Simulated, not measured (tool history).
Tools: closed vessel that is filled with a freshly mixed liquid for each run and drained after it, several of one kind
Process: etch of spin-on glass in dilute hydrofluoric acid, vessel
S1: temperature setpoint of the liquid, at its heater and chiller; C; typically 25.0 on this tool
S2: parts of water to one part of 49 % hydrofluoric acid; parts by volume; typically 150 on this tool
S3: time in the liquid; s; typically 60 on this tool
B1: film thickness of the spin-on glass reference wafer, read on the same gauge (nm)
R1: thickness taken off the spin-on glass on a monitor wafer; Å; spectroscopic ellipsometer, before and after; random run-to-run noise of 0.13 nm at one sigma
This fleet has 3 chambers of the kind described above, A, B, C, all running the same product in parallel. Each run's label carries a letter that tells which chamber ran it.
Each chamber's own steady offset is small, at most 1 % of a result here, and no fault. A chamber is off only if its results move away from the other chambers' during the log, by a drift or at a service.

Run 1A, day 0.133: usual settings; B1 30.004. Result: R1 158.580 Å.
Run 2B, day 0.296: usual settings; B1 30.009. Result: R1 158.610 Å.
Run 3C, day 0.458: usual settings; B1 29.982. Result: R1 156.850 Å.
Run 4B, day 0.579: usual settings; B1 29.986. Result: R1 158.080 Å.
Run 5A, day 0.746: usual settings; B1 29.991. Result: R1 156.100 Å.
Run 6C, day 0.946: usual settings; B1 29.987. Result: R1 156.820 Å.
Run 7B, day 1.108: usual settings; B1 30.015. Result: R1 158.370 Å.
Run 8C, day 1.262: usual settings; B1 29.981. Result: R1 158.220 Å.
Run 9A, day 1.446: usual settings; B1 29.984. Result: R1 157.530 Å.
Run 10A, day 1.538: usual settings; B1 29.998. Result: R1 157.350 Å.
Run 11B, day 1.742: usual settings; B1 29.988. Result: R1 159.880 Å.
Run 12C, day 1.850: usual settings; B1 29.993. Result: R1 158.150 Å.
Run 13A, day 1.958: usual settings but S1 21.0 C; B1 30.044. Result: R1 133.380 Å.
Run 14C, day 2.150: usual settings but S1 21.0 C; B1 29.988. Result: R1 136.390 Å.
Run 15B, day 2.300: usual settings but S1 21.0 C; B1 29.992. Result: R1 135.480 Å.
Run 16B, day 2.442: usual settings; B1 30.008. Result: R1 158.290 Å.
Run 17C, day 2.638: usual settings; B1 29.974. Result: R1 162.760 Å.
Run 18A, day 2.762: usual settings but S1 28.5 C, S2 210 parts by volume; B1 29.965. Result: R1 118.680 Å.
Run 19A, day 2.862: usual settings but S1 28.5 C, S2 210 parts by volume; B1 29.992. Result: R1 118.590 Å.
Run 20B, day 3.021: usual settings but S1 28.5 C, S2 210 parts by volume; B1 30.003. Result: R1 122.790 Å.
Run 21C, day 3.167: usual settings; B1 30.016. Result: R1 160.740 Å.
Run 22A, day 3.358: usual settings but S1 27.5 C, S3 85 s; B1 29.969. Result: R1 246.050 Å.
Run 23C, day 3.479: usual settings but S1 27.5 C, S3 85 s; B1 29.999. Result: R1 252.330 Å.
Run 24B, day 3.571: usual settings but S1 27.5 C, S3 85 s; B1 30.028. Result: R1 248.800 Å.
Run 25C, day 3.662: usual settings but S1 27.0 C, S2 105 parts by volume; B1 30.034. Result: R1 268.040 Å.
Run 26B, day 3.758: usual settings but S1 27.0 C, S2 105 parts by volume; B1 30.030. Result: R1 261.910 Å.
Run 27A, day 3.929: usual settings but S1 27.0 C, S2 105 parts by volume; B1 29.980. Result: R1 259.280 Å.
Run 28A, day 4.075: usual settings; B1 30.010. Result: R1 157.330 Å.
Run 29B, day 4.200: usual settings; B1 30.013. Result: R1 162.160 Å.
Run 30C, day 4.383: usual settings; B1 30.027. Result: R1 163.120 Å.
Run 31C, day 4.546: usual settings; B1 29.981. Result: R1 164.040 Å.
Run 32B, day 4.729: usual settings; B1 30.021. Result: R1 160.260 Å.
Run 33A, day 4.904: usual settings; B1 29.987. Result: R1 156.420 Å.
Run 34B, day 5.025: usual settings but S3 35 s; B1 30.007. Result: R1 93.438 Å.
Run 35C, day 5.204: usual settings but S3 35 s; B1 30.013. Result: R1 96.391 Å.
Run 36A, day 5.404: usual settings but S3 35 s; B1 30.006. Result: R1 91.922 Å.
Run 37B, day 5.558: usual settings; B1 30.034. Result: R1 159.120 Å.
At day 5.629: chamber A: hydrofluoric acid flow meter replaced.
Run 38C, day 5.696: usual settings; B1 29.993. Result: R1 164.840 Å.
Run 39A, day 5.829: usual settings; B1 30.007. Result: R1 154.700 Å.
Run 40A, day 5.933: usual settings; B1 29.994. Result: R1 157.020 Å.
Run 41C, day 6.029: usual settings; B1 29.964. Result: R1 164.900 Å.
Run 42B, day 6.133: usual settings; B1 30.011. Result: R1 156.730 Å.
Run 43C, day 6.312: usual settings; B1 29.976. Result: R1 167.810 Å.

Next, every chamber runs the same settings. What will each give?
Run 44A, day 6.462: usual settings. Result: R1 ?.
Run 44B, day 6.462: usual settings. Result: R1 ?.
Run 44C, day 6.462: usual settings. Result: R1 ?.

run       R1
44A  158.150
44B  162.690
44C  167.510
